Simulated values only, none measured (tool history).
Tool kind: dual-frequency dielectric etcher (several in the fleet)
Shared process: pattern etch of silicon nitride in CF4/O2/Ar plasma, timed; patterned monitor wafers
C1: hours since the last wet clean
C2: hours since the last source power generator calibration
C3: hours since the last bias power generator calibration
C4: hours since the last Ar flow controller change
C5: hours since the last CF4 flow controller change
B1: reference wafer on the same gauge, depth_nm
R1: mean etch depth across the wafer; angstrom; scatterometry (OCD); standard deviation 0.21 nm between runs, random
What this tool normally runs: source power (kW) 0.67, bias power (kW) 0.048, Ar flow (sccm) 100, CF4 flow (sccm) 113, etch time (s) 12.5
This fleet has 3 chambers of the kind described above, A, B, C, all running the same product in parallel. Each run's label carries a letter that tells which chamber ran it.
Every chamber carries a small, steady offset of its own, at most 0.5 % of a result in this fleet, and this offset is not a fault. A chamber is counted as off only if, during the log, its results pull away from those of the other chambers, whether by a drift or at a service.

run 1A hour=7.5 | source_power_(kW)=0.67 bias_power_(kW)=0.048 Ar_flow_(sccm)=100 CF4_flow_(sccm)=113 etch_time_(s)=12.5 | C1=253.7 C2=1918.4 C3=1523.2 C4=2354.4 C5=2147.2 | B1=27.071 | R1=306.89
run 2B hour=17.4 | source_power_(kW)=0.67 bias_power_(kW)=0.048 Ar_flow_(sccm)=100 CF4_flow_(sccm)=113 etch_time_(s)=12.5 | C1=630.1 C2=518.9 C3=877.1 C4=1153.4 C5=1325.3 | B1=27.132 | R1=306.39
-- hour=26 chamber C: wet clean of the chamber
run 3C hour=27.2 | source_power_(kW)=0.67 bias_power_(kW)=0.048 Ar_flow_(sccm)=100 CF4_flow_(sccm)=113 etch_time_(s)=12.5 | C1=1.2 C2=3374.4 C3=4078.8 C4=490.5 C5=1975.4 | B1=27.131 | R1=308.34
run 4C hour=38.8 | source_power_(kW)=0.67 bias_power_(kW)=0.048 Ar_flow_(sccm)=100 CF4_flow_(sccm)=113 etch_time_(s)=12.5 | C1=12.8 C2=3386 C3=4090.4 C4=502.1 C5=1987 | B1=27.105 | R1=308.57
run 5B hour=46.6 | source_power_(kW)=0.67 bias_power_(kW)=0.048 Ar_flow_(sccm)=100 CF4_flow_(sccm)=113 etch_time_(s)=12.5 | C1=659.3 C2=548.1 C3=906.3 C4=1182.6 C5=1354.5 | B1=27.105 | R1=306.67
run 6A hour=53.4 | source_power_(kW)=0.67 bias_power_(kW)=0.048 Ar_flow_(sccm)=100 CF4_flow_(sccm)=113 etch_time_(s)=12.5 | C1=299.6 C2=1964.3 C3=1569.1 C4=2400.3 C5=2193.1 | B1=27.1 | R1=308.15
-- hour=60.2 chamber B: wet clean of the chamber
run 7C hour=61.4 | source_power_(kW)=0.67 bias_power_(kW)=0.048 Ar_flow_(sccm)=100 CF4_flow_(sccm)=113 etch_time_(s)=12.5 | C1=35.4 C2=3408.6 C3=4113 C4=524.7 C5=2009.6 | B1=27.096 | R1=306.15
run 8B hour=72.5 | source_power_(kW)=0.67 bias_power_(kW)=0.048 Ar_flow_(sccm)=100 CF4_flow_(sccm)=113 etch_time_(s)=12.5 | C1=12.4 C2=574 C3=932.2 C4=1208.5 C5=1380.4 | B1=27.065 | R1=300.32
run 9A hour=78.7 | source_power_(kW)=0.61 bias_power_(kW)=0.048 Ar_flow_(sccm)=100 CF4_flow_(sccm)=113 etch_time_(s)=16 | C1=324.9 C2=1989.6 C3=1594.4 C4=2425.6 C5=2218.4 | B1=27.105 | R1=360.01
run 10C hour=86.3 | source_power_(kW)=0.61 bias_power_(kW)=0.048 Ar_flow_(sccm)=100 CF4_flow_(sccm)=113 etch_time_(s)=16 | C1=60.3 C2=3433.5 C3=4137.9 C4=549.6 C5=2034.5 | B1=27.097 | R1=365.5
run 11A hour=94.6 | source_power_(kW)=0.61 bias_power_(kW)=0.048 Ar_flow_(sccm)=100 CF4_flow_(sccm)=113 etch_time_(s)=16 | C1=340.8 C2=2005.5 C3=1610.3 C4=2441.5 C5=2234.3 | B1=27.164 | R1=358.02
run 12B hour=103.7 | source_power_(kW)=0.67 bias_power_(kW)=0.048 Ar_flow_(sccm)=100 CF4_flow_(sccm)=113 etch_time_(s)=12.5 | C1=43.6 C2=605.2 C3=963.4 C4=1239.7 C5=1411.6 | B1=27.101 | R1=304.6
run 13B hour=112.6 | source_power_(kW)=0.67 bias_power_(kW)=0.044 Ar_flow_(sccm)=90 CF4_flow_(sccm)=113 etch_time_(s)=12.5 | C1=52.5 C2=614.1 C3=972.3 C4=1248.6 C5=1420.5 | B1=27.116 | R1=296
run 14C hour=119.3 | source_power_(kW)=0.67 bias_power_(kW)=0.044 Ar_flow_(sccm)=90 CF4_flow_(sccm)=113 etch_time_(s)=12.5 | C1=93.3 C2=3466.5 C3=4170.9 C4=582.6 C5=2067.5 | B1=27.071 | R1=303.33
-- hour=120.6 chamber A: wet clean of the chamber
run 15A hour=127.5 | source_power_(kW)=0.67 bias_power_(kW)=0.044 Ar_flow_(sccm)=90 CF4_flow_(sccm)=113 etch_time_(s)=12.5 | C1=6.9 C2=2038.4 C3=1643.2 C4=2474.4 C5=2267.2 | B1=27.055 | R1=302.32
run 16A hour=135.5 | source_power_(kW)=0.67 bias_power_(kW)=0.048 Ar_flow_(sccm)=100 CF4_flow_(sccm)=113 etch_time_(s)=12.5 | C1=14.9 C2=2046.4 C3=1651.2 C4=2482.4 C5=2275.2 | B1=27.179 | R1=306.96
run 17C hour=145.8 | source_power_(kW)=0.67 bias_power_(kW)=0.048 Ar_flow_(sccm)=100 CF4_flow_(sccm)=113 etch_time_(s)=12.5 | C1=119.8 C2=3493 C3=4197.4 C4=609.1 C5=2094 | B1=27.152 | R1=307.11
run 18B hour=153.9 | source_power_(kW)=0.67 bias_power_(kW)=0.048 Ar_flow_(sccm)=100 CF4_flow_(sccm)=113 etch_time_(s)=12.5 | C1=93.8 C2=655.4 C3=1013.6 C4=1289.9 C5=1461.8 | B1=27.09 | R1=304.29
run 19C hour=164.1 | source_power_(kW)=0.67 bias_power_(kW)=0.048 Ar_flow_(sccm)=100 CF4_flow_(sccm)=113 etch_time_(s)=12.5 | C1=138.1 C2=3511.3 C3=4215.7 C4=627.4 C5=2112.3 | B1=27.06 | R1=306.68
-- hour=164.9 chamber A: source power generator calibrated
run 20A hour=176.6 | source_power_(kW)=0.67 bias_power_(kW)=0.048 Ar_flow_(sccm)=100 CF4_flow_(sccm)=113 etch_time_(s)=12.5 | C1=56 C2=11.8 C3=1692.3 C4=2523.5 C5=2316.3 | B1=27.073 | R1=303.68
run 21B hour=185.7 | source_power_(kW)=0.67 bias_power_(kW)=0.048 Ar_flow_(sccm)=100 CF4_flow_(sccm)=113 etch_time_(s)=12.5 | C1=125.6 C2=687.2 C3=1045.4 C4=1321.7 C5=1493.6 | B1=27.085 | R1=303.27
run 22B hour=192.2 | source_power_(kW)=0.67 bias_power_(kW)=0.048 Ar_flow_(sccm)=100 CF4_flow_(sccm)=113 etch_time_(s)=12.5 | C1=132.1 C2=693.7 C3=1051.9 C4=1328.2 C5=1500.1 | B1=27.093 | R1=304.4
run 23C hour=202.9 | source_power_(kW)=0.67 bias_power_(kW)=0.048 Ar_flow_(sccm)=100 CF4_flow_(sccm)=113 etch_time_(s)=12.5 | C1=176.9 C2=3550.1 C3=4254.5 C4=666.2 C5=2151.1 | B1=27.105 | R1=308.53
run 24A hour=210.8 | source_power_(kW)=0.67 bias_power_(kW)=0.048 Ar_flow_(sccm)=100 CF4_flow_(sccm)=113 etch_time_(s)=12.5 | C1=90.2 C2=46 C3=1726.5 C4=2557.7 C5=2350.5 | B1=27.072 | R1=305.4
run 25A hour=223.4 | source_power_(kW)=0.67 bias_power_(kW)=0.048 Ar_flow_(sccm)=100 CF4_flow_(sccm)=113 etch_time_(s)=12.5 | C1=102.8 C2=58.6 C3=1739.1 C4=2570.3 C5=2363.1 | B1=27.094 | R1=310.42
run 26B hour=231 | source_power_(kW)=0.67 bias_power_(kW)=0.048 Ar_flow_(sccm)=100 CF4_flow_(sccm)=113 etch_time_(s)=12.5 | C1=170.9 C2=732.5 C3=1090.7 C4=1367 C5=1538.9 | B1=27.119 | R1=301.82
run 27C hour=241.3 | source_power_(kW)=0.67 bias_power_(kW)=0.048 Ar_flow_(sccm)=100 CF4_flow_(sccm)=113 etch_time_(s)=12.5 | C1=215.3 C2=3588.5 C3=4292.9 C4=704.6 C5=2189.5 | B1=27.09 | R1=305.04
run 28C hour=250.8 | source_power_(kW)=0.67 bias_power_(kW)=0.048 Ar_flow_(sccm)=100 CF4_flow_(sccm)=113 etch_time_(s)=12.5 | C1=224.8 C2=3598 C3=4302.4 C4=714.1 C5=2199 | B1=27.07 | R1=307.02
run 29A hour=262.4 | source_power_(kW)=0.67 bias_power_(kW)=0.048 Ar_flow_(sccm)=100 CF4_flow_(sccm)=113 etch_time_(s)=12.5 | C1=141.8 C2=97.6 C3=1778.1 C4=2609.3 C5=2402.1 | B1=27.047 | R1=305.05
run 30B hour=270.1 | source_power_(kW)=0.67 bias_power_(kW)=0.048 Ar_flow_(sccm)=100 CF4_flow_(sccm)=113 etch_time_(s)=9.5 | C1=210 C2=771.6 C3=1129.8 C4=1406.1 C5=1578 | B1=27.067 | R1=232.21
run 31C hour=279.6 | source_power_(kW)=0.67 bias_power_(kW)=0.048 Ar_flow_(sccm)=100 CF4_flow_(sccm)=113 etch_time_(s)=9.5 | C1=253.6 C2=3626.8 C3=4331.2 C4=742.9 C5=2227.8 | B1=27.057 | R1=232.65
run 32A hour=285.8 | source_power_(kW)=0.67 bias_power_(kW)=0.048 Ar_flow_(sccm)=100 CF4_flow_(sccm)=113 etch_time_(s)=9.5 | C1=165.2 C2=121 C3=1801.5 C4=2632.7 C5=2425.5 | B1=27.082 | R1=233.18
run 33B hour=292.1 | source_power_(kW)=0.67 bias_power_(kW)=0.048 Ar_flow_(sccm)=100 CF4_flow_(sccm)=113 etch_time_(s)=12.5 | C1=232 C2=793.6 C3=1151.8 C4=1428.1 C5=1600 | B1=27.103 | R1=306.63
run 34B hour=299.9 | source_power_(kW)=0.67 bias_power_(kW)=0.048 Ar_flow_(sccm)=100 CF4_flow_(sccm)=113 etch_time_(s)=12.5 | C1=239.8 C2=801.4 C3=1159.6 C4=1435.9 C5=1607.8 | B1=27.041 | R1=303.67
run 35A hour=307.6 | source_power_(kW)=0.67 bias_power_(kW)=0.048 Ar_flow_(sccm)=100 CF4_flow_(sccm)=113 etch_time_(s)=12.5 | C1=187 C2=142.8 C3=1823.3 C4=2654.5 C5=2447.3 | B1=27.072 | R1=303.4
run 36C hour=313.9 | source_power_(kW)=0.67 bias_power_(kW)=0.048 Ar_flow_(sccm)=100 CF4_flow_(sccm)=113 etch_time_(s)=12.5 | C1=287.9 C2=3661.1 C3=4365.5 C4=777.2 C5=2262.1 | B1=27.069 | R1=310.4
run 37A hour=323.9 | source_power_(kW)=0.67 bias_power_(kW)=0.048 Ar_flow_(sccm)=100 CF4_flow_(sccm)=113 etch_time_(s)=12.5 | C1=203.3 C2=159.1 C3=1839.6 C4=2670.8 C5=2463.6 | B1=27.14 | R1=307.06
run 38B hour=329.5 | source_power_(kW)=0.67 bias_power_(kW)=0.048 Ar_flow_(sccm)=100 CF4_flow_(sccm)=113 etch_time_(s)=12.5 | C1=269.4 C2=831 C3=1189.2 C4=1465.5 C5=1637.4 | B1=27.095 | R1=304

Which is it: a chamber that has drifted or been left off by a service, a gauge drift common to all chambers, or only each chamber's usual small offset? If a chamber is off, name it and its likeliest cause.

Beyond each chamber's small constant offset nothing stands out, and the gauge stays steady.
